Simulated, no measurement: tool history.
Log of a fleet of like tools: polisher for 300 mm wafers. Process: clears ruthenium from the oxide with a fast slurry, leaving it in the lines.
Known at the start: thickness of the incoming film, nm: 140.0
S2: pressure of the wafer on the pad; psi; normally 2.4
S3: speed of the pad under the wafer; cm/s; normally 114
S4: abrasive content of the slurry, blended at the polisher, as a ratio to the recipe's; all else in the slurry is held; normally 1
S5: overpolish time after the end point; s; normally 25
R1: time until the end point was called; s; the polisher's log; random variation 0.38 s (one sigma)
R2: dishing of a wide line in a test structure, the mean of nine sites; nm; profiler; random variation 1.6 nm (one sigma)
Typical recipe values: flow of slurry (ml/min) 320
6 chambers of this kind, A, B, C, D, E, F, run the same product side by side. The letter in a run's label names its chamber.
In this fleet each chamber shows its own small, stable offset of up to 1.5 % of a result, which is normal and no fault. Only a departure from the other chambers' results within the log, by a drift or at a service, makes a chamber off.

run 1C day=0.108 | flow_of_slurry_(ml/min)=320 S2=2.4 S3=114 S4=1 S5=25 | R1=32.391 R2=81.66
-- day=0.183 chamber B: worn pad replaced by a new one
run 2B day=0.254 | flow_of_slurry_(ml/min)=320 S2=2.4 S3=114 S4=1 S5=25 | R1=32.652 R2=82.302
run 3F day=0.375 | flow_of_slurry_(ml/min)=320 S2=2.4 S3=114 S4=1 S5=25 | R1=32.079 R2=86.217
run 4A day=0.55 | flow_of_slurry_(ml/min)=320 S2=2.4 S3=114 S4=1 S5=25 | R1=32.21 R2=84.902
run 5E day=0.717 | flow_of_slurry_(ml/min)=320 S2=2.4 S3=114 S4=1 S5=25 | R1=31.813 R2=83.238
-- day=0.729 chamber A: slurry blender recalibrated
run 6D day=0.888 | flow_of_slurry_(ml/min)=320 S2=2.4 S3=114 S4=1 S5=25 | R1=31.763 R2=83.955
run 7F day=1.046 | flow_of_slurry_(ml/min)=320 S2=2.4 S3=114 S4=1 S5=25 | R1=32.056 R2=86.997
run 8E day=1.146 | flow_of_slurry_(ml/min)=320 S2=2.4 S3=114 S4=1 S5=25 | R1=32.288 R2=85.458
run 9A day=1.317 | flow_of_slurry_(ml/min)=320 S2=2.4 S3=114 S4=1 S5=25 | R1=32.626 R2=82.634
-- day=1.408 chamber E: worn pad replaced by a new one
run 10B day=1.525 | flow_of_slurry_(ml/min)=320 S2=2.4 S3=114 S4=1 S5=25 | R1=32.443 R2=85.139
run 11C day=1.679 | flow_of_slurry_(ml/min)=320 S2=2.4 S3=114 S4=1 S5=25 | R1=31.992 R2=82.667
-- day=1.792 chamber D: worn pad replaced by a new one
run 12D day=1.883 | flow_of_slurry_(ml/min)=320 S2=2.4 S3=114 S4=1 S5=25 | R1=31.319 R2=84.615
run 13B day=2.092 | flow_of_slurry_(ml/min)=320 S2=2.4 S3=114 S4=1 S5=25 | R1=31.844 R2=80.933
-- day=2.192 chamber F: worn pad replaced by a new one
-- day=2.254 chamber D: slurry blender recalibrated
run 14F day=2.258 | flow_of_slurry_(ml/min)=320 S2=2.4 S3=114 S4=1 S5=25 | R1=31.862 R2=84.063
run 15A day=2.358 | flow_of_slurry_(ml/min)=320 S2=2.4 S3=114 S4=1 S5=25 | R1=32.503 R2=85.72
run 16E day=2.496 | flow_of_slurry_(ml/min)=320 S2=2.4 S3=84 S4=1 S5=35 | R1=43.544 R2=87.07
run 17C day=2.621 | flow_of_slurry_(ml/min)=320 S2=2.4 S3=84 S4=1 S5=35 | R1=43.919 R2=84.572
run 18D day=2.771 | flow_of_slurry_(ml/min)=320 S2=2.4 S3=84 S4=1 S5=35 | R1=43.591 R2=85.13
run 19E day=2.979 | flow_of_slurry_(ml/min)=320 S2=2.4 S3=84 S4=1 S5=35 | R1=42.832 R2=86.488
run 20C day=3.188 | flow_of_slurry_(ml/min)=320 S2=2.4 S3=84 S4=1 S5=35 | R1=44.196 R2=86.29
run 21B day=3.371 | flow_of_slurry_(ml/min)=320 S2=2.4 S3=84 S4=1 S5=35 | R1=43.096 R2=86.344
run 22D day=3.483 | flow_of_slurry_(ml/min)=320 S2=2.4 S3=114 S4=1 S5=25 | R1=32.174 R2=87.577
run 23F day=3.638 | flow_of_slurry_(ml/min)=320 S2=2.4 S3=114 S4=1 S5=25 | R1=33.123 R2=78.717
run 24A day=3.846 | flow_of_slurry_(ml/min)=320 S2=2.7 S3=114 S4=1 S5=25 | R1=28.523 R2=90.503
-- day=3.912 chamber B: worn pad replaced by a new one
run 25D day=4.025 | flow_of_slurry_(ml/min)=320 S2=2.7 S3=114 S4=1 S5=25 | R1=28.496 R2=92.201
run 26C day=4.204 | flow_of_slurry_(ml/min)=320 S2=2.7 S3=114 S4=1 S5=25 | R1=29.249 R2=91.218
run 27E day=4.325 | flow_of_slurry_(ml/min)=320 S2=2.7 S3=114 S4=1 S5=25 | R1=28.16 R2=90.741
run 28A day=4.442 | flow_of_slurry_(ml/min)=320 S2=2.7 S3=114 S4=1 S5=25 | R1=29.32 R2=94.388
run 29B day=4.608 | flow_of_slurry_(ml/min)=320 S2=2.7 S3=114 S4=1 S5=25 | R1=28.748 R2=92.268
-- day=4.771 chamber C: worn pad replaced by a new one
run 30F day=4.775 | flow_of_slurry_(ml/min)=320 S2=2.4 S3=114 S4=1 S5=25 | R1=33.533 R2=81.85
run 31B day=4.908 | flow_of_slurry_(ml/min)=320 S2=2.4 S3=114 S4=1 S5=25 | R1=32.241 R2=84.962
run 32A day=5.088 | flow_of_slurry_(ml/min)=320 S2=2.4 S3=114 S4=1 S5=25 | R1=31.82 R2=82.29
-- day=5.133 chamber B: slurry blender recalibrated
-- day=5.204 chamber C: slurry blender recalibrated
run 33F day=5.238 | flow_of_slurry_(ml/min)=320 S2=2.4 S3=114 S4=1.2 S5=16 | R1=32.216 R2=58.874
run 34C day=5.45 | flow_of_slurry_(ml/min)=320 S2=2.4 S3=114 S4=1.2 S5=16 | R1=30.321 R2=60.042
run 35E day=5.629 | flow_of_slurry_(ml/min)=320 S2=2.4 S3=114 S4=1.2 S5=16 | R1=29.479 R2=61.454
run 36D day=5.808 | flow_of_slurry_(ml/min)=320 S2=2.4 S3=114 S4=1.2 S5=16 | R1=29.632 R2=60.327
-- day=5.967 chamber A: worn pad replaced by a new one
run 37D day=5.979 | flow_of_slurry_(ml/min)=320 S2=2.4 S3=114 S4=1.2 S5=16 | R1=29.827 R2=62.528
run 38B day=6.075 | flow_of_slurry_(ml/min)=320 S2=2.4 S3=114 S4=1.2 S5=16 | R1=30.045 R2=59.438
run 39C day=6.221 | flow_of_slurry_(ml/min)=320 S2=2.4 S3=114 S4=1 S5=25 | R1=32.407 R2=82.851
run 40F day=6.35 | flow_of_slurry_(ml/min)=320 S2=2.4 S3=114 S4=1 S5=25 | R1=36.081 R2=76.912
run 41E day=6.525 | flow_of_slurry_(ml/min)=320 S2=2.4 S3=114 S4=1 S5=25 | R1=32.644 R2=82.306
run 42A day=6.646 | flow_of_slurry_(ml/min)=320 S2=2.4 S3=114 S4=1 S5=25 | R1=32.392 R2=84.228
run 43F day=6.792 | flow_of_slurry_(ml/min)=320 S2=2.4 S3=114 S4=1 S5=25 | R1=36.892 R2=75.72

The same settings go to every chamber for the next run, one line per chamber below. Forecast the results for each:
run 44A day=6.946 | flow_of_slurry_(ml/min)=320 S2=2.4 S3=114 S4=1 S5=25 | R1=? R2=?
run 44B day=6.946 | flow_of_slurry_(ml/min)=320 S2=2.4 S3=114 S4=1 S5=25 | R1=? R2=?
run 44C day=6.946 | flow_of_slurry_(ml/min)=320 S2=2.4 S3=114 S4=1 S5=25 | R1=? R2=?
run 44D day=6.946 | flow_of_slurry_(ml/min)=320 S2=2.4 S3=114 S4=1 S5=25 | R1=? R2=?
run 44E day=6.946 | flow_of_slurry_(ml/min)=320 S2=2.4 S3=114 S4=1 S5=25 | R1=? R2=?
run 44F day=6.946 | flow_of_slurry_(ml/min)=320 S2=2.4 S3=114 S4=1 S5=25 | R1=? R2=?

run=44A R1=32.281 R2=85.906
run=44B R1=32.575 R2=84.502
run=44C R1=31.803 R2=84.59
run=44D R1=32.126 R2=86.059
run=44E R1=32.373 R2=83.184
run=44F R1=37.616 R2=74.032

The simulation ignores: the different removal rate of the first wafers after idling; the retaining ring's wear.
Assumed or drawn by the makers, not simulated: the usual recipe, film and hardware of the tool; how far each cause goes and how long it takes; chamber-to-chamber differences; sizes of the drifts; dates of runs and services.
